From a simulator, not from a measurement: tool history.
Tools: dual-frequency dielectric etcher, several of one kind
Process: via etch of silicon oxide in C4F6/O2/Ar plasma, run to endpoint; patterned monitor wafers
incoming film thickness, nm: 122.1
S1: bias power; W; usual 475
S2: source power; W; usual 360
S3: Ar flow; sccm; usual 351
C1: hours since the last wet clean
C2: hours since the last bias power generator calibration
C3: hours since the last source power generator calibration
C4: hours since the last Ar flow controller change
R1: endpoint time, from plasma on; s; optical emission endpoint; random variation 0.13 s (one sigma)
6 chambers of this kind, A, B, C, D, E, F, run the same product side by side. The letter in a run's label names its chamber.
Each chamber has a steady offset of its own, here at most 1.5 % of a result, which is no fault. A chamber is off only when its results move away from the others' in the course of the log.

{"hour": 5.3, "done": "chamber A: wet clean of the chamber"}
{"run": "1F", "hour": 5.7, "S1": 475, "S2": 360, "S3": 351, "C1": 48.3, "C2": 2164.7, "C3": 901.1, "C4": 2000.1, "R1": 28.793}
{"run": "2C", "hour": 12.0, "S1": 475, "S2": 360, "S3": 351, "C1": 323.4, "C2": 2952.7, "C3": 924.3, "C4": 730.7, "R1": 28.974}
{"run": "3A", "hour": 16.3, "S1": 475, "S2": 360, "S3": 351, "C1": 11.1, "C2": 929, "C3": 1097.5, "C4": 2149.6, "R1": 28.881}
{"run": "4E", "hour": 24.0, "S1": 475, "S2": 360, "S3": 351, "C1": 298.5, "C2": 1228.8, "C3": 2479.3, "C4": 3760.5, "R1": 29.233}
{"hour": 25.9, "done": "chamber D: wet clean of the chamber"}
{"run": "5B", "hour": 29.3, "S1": 475, "S2": 360, "S3": 351, "C1": 243.2, "C2": 1703.7, "C3": 979.7, "C4": 1841, "R1": 29.007}
{"run": "6D", "hour": 37.5, "S1": 475, "S2": 360, "S3": 351, "C1": 11.7, "C2": 965.8, "C3": 1008, "C4": 2665.9, "R1": 29.243}
{"run": "7A", "hour": 41.9, "S1": 359, "S2": 290, "S3": 351, "C1": 36.7, "C2": 954.6, "C3": 1123.1, "C4": 2175.2, "R1": 34.909}
{"run": "8B", "hour": 47.6, "S1": 359, "S2": 290, "S3": 351, "C1": 261.5, "C2": 1722, "C3": 998, "C4": 1859.3, "R1": 34.382}
{"run": "9F", "hour": 55.2, "S1": 359, "S2": 290, "S3": 351, "C1": 97.8, "C2": 2214.2, "C3": 950.6, "C4": 2049.6, "R1": 34.96}
{"hour": 56.2, "done": "chamber C: wet clean of the chamber"}
{"run": "10D", "hour": 61.1, "S1": 359, "S2": 290, "S3": 351, "C1": 35.3, "C2": 989.4, "C3": 1031.6, "C4": 2689.5, "R1": 35.165}
{"run": "11C", "hour": 68.3, "S1": 359, "S2": 290, "S3": 351, "C1": 12.1, "C2": 3009, "C3": 980.6, "C4": 787, "R1": 34.659}
{"hour": 68.4, "done": "chamber B: bias power generator calibrated"}
{"run": "12E", "hour": 76.1, "S1": 359, "S2": 290, "S3": 351, "C1": 350.6, "C2": 1280.9, "C3": 2531.4, "C4": 3812.6, "R1": 35.013}
{"run": "13B", "hour": 80.8, "S1": 475, "S2": 360, "S3": 351, "C1": 294.7, "C2": 12.5, "C3": 1031.2, "C4": 1892.5, "R1": 29.064}
{"run": "14D", "hour": 86.6, "S1": 475, "S2": 360, "S3": 351, "C1": 60.8, "C2": 1014.9, "C3": 1057.1, "C4": 2715, "R1": 29.198}
{"run": "15F", "hour": 91.4, "S1": 475, "S2": 360, "S3": 291, "C1": 134, "C2": 2250.4, "C3": 986.8, "C4": 2085.8, "R1": 28.328}
{"run": "16A", "hour": 97.2, "S1": 475, "S2": 360, "S3": 291, "C1": 92, "C2": 1009.9, "C3": 1178.4, "C4": 2230.5, "R1": 28.461}
{"run": "17C", "hour": 102.5, "S1": 475, "S2": 360, "S3": 291, "C1": 46.3, "C2": 3043.2, "C3": 1014.8, "C4": 821.2, "R1": 28.156}
{"run": "18E", "hour": 107.3, "S1": 475, "S2": 360, "S3": 291, "C1": 381.8, "C2": 1312.1, "C3": 2562.6, "C4": 3843.8, "R1": 28.809}
{"run": "19E", "hour": 115.3, "S1": 475, "S2": 360, "S3": 291, "C1": 389.8, "C2": 1320.1, "C3": 2570.6, "C4": 3851.8, "R1": 28.703}
{"hour": 118.8, "done": "chamber E: wet clean of the chamber"}
{"run": "20A", "hour": 122.5, "S1": 475, "S2": 360, "S3": 291, "C1": 117.3, "C2": 1035.2, "C3": 1203.7, "C4": 2255.8, "R1": 28.43}
{"run": "21D", "hour": 128.7, "S1": 475, "S2": 360, "S3": 351, "C1": 102.9, "C2": 1057, "C3": 1099.2, "C4": 2757.1, "R1": 29.241}
{"run": "22F", "hour": 134.8, "S1": 475, "S2": 360, "S3": 351, "C1": 177.4, "C2": 2293.8, "C3": 1030.2, "C4": 2129.2, "R1": 28.973}
{"run": "23B", "hour": 140.1, "S1": 475, "S2": 360, "S3": 351, "C1": 354, "C2": 71.8, "C3": 1090.5, "C4": 1951.8, "R1": 28.735}
{"run": "24C", "hour": 145.4, "S1": 475, "S2": 360, "S3": 351, "C1": 89.2, "C2": 3086.1, "C3": 1057.7, "C4": 864.1, "R1": 28.802}
{"run": "25C", "hour": 152.7, "S1": 475, "S2": 360, "S3": 351, "C1": 96.5, "C2": 3093.4, "C3": 1065, "C4": 871.4, "R1": 28.805}
{"run": "26D", "hour": 157.3, "S1": 475, "S2": 360, "S3": 351, "C1": 131.5, "C2": 1085.6, "C3": 1127.8, "C4": 2785.7, "R1": 29.253}
{"run": "27B", "hour": 162.1, "S1": 475, "S2": 360, "S3": 351, "C1": 376, "C2": 93.8, "C3": 1112.5, "C4": 1973.8, "R1": 28.767}
{"run": "28E", "hour": 170.1, "S1": 475, "S2": 360, "S3": 351, "C1": 51.4, "C2": 1374.9, "C3": 2625.4, "C4": 3906.6, "R1": 30.293}
{"run": "29A", "hour": 175.9, "S1": 374, "S2": 360, "S3": 411, "C1": 170.7, "C2": 1088.6, "C3": 1257.1, "C4": 2309.2, "R1": 31.956}
{"hour": 182.5, "done": "chamber B: wet clean of the chamber"}
{"run": "30F", "hour": 183.8, "S1": 374, "S2": 360, "S3": 411, "C1": 226.4, "C2": 2342.8, "C3": 1079.2, "C4": 2178.2, "R1": 32.436}
{"run": "31F", "hour": 189.4, "S1": 374, "S2": 360, "S3": 411, "C1": 232, "C2": 2348.4, "C3": 1084.8, "C4": 2183.8, "R1": 32.135}
{"run": "32A", "hour": 193.8, "S1": 374, "S2": 360, "S3": 411, "C1": 188.6, "C2": 1106.5, "C3": 1275, "C4": 2327.1, "R1": 32.044}
{"run": "33D", "hour": 199.8, "S1": 374, "S2": 360, "S3": 411, "C1": 174, "C2": 1128.1, "C3": 1170.3, "C4": 2828.2, "R1": 32.168}
{"run": "34E", "hour": 207.1, "S1": 374, "S2": 360, "S3": 411, "C1": 88.4, "C2": 1411.9, "C3": 2662.4, "C4": 3943.6, "R1": 33.211}
{"run": "35C", "hour": 212.9, "S1": 475, "S2": 360, "S3": 351, "C1": 156.7, "C2": 3153.6, "C3": 1125.2, "C4": 931.6, "R1": 29.101}
{"run": "36B", "hour": 221.0, "S1": 475, "S2": 360, "S3": 351, "C1": 38.5, "C2": 152.7, "C3": 1171.4, "C4": 2032.7, "R1": 28.736}
{"run": "37D", "hour": 226.4, "S1": 475, "S2": 360, "S3": 351, "C1": 200.6, "C2": 1154.7, "C3": 1196.9, "C4": 2854.8, "R1": 29.155}
{"run": "38A", "hour": 233.5, "S1": 475, "S2": 360, "S3": 351, "C1": 228.3, "C2": 1146.2, "C3": 1314.7, "C4": 2366.8, "R1": 29.017}
{"run": "39F", "hour": 239.1, "S1": 475, "S2": 360, "S3": 351, "C1": 281.7, "C2": 2398.1, "C3": 1134.5, "C4": 2233.5, "R1": 28.876}

What goes on in this fleet: one chamber off, a drifting gauge, or nothing beyond the chambers' own small offsets? Name the chamber and the cause, if any.

A service left chamber E off against the others.
Cause: etch rate under this chamber's usual, % = 2.73.

Here are 4 candidates for chamber E's next run, each the usual settings with a change, their results left as question marks. Which one brings its results back in line with what the others give on the usual settings?
In line means no further than this from the other chambers' mean on the usual settings: R1 0.45 s
{"run": "40E-1", "hour": 245.0, "S1": 475, "S2": 300, "S3": 351, "R1": "?"}
{"run": "40E-2", "hour": 245.0, "S1": 514, "S2": 390, "S3": 343, "R1": "?"}
{"run": "40E-3", "hour": 245.0, "S1": 475, "S2": 360, "S3": 262, "R1": "?"}
{"run": "40E-4", "hour": 245.0, "S1": 453, "S2": 340, "S3": 356, "R1": "?"}

The other chambers' mean on the usual settings: R1 28.96 s
run=40E-1 R1=32.173
run=40E-2 R1=28.285
run=40E-3 R1=29.134
run=40E-4 R1=31.329
40E-3 brings the chamber back in line.
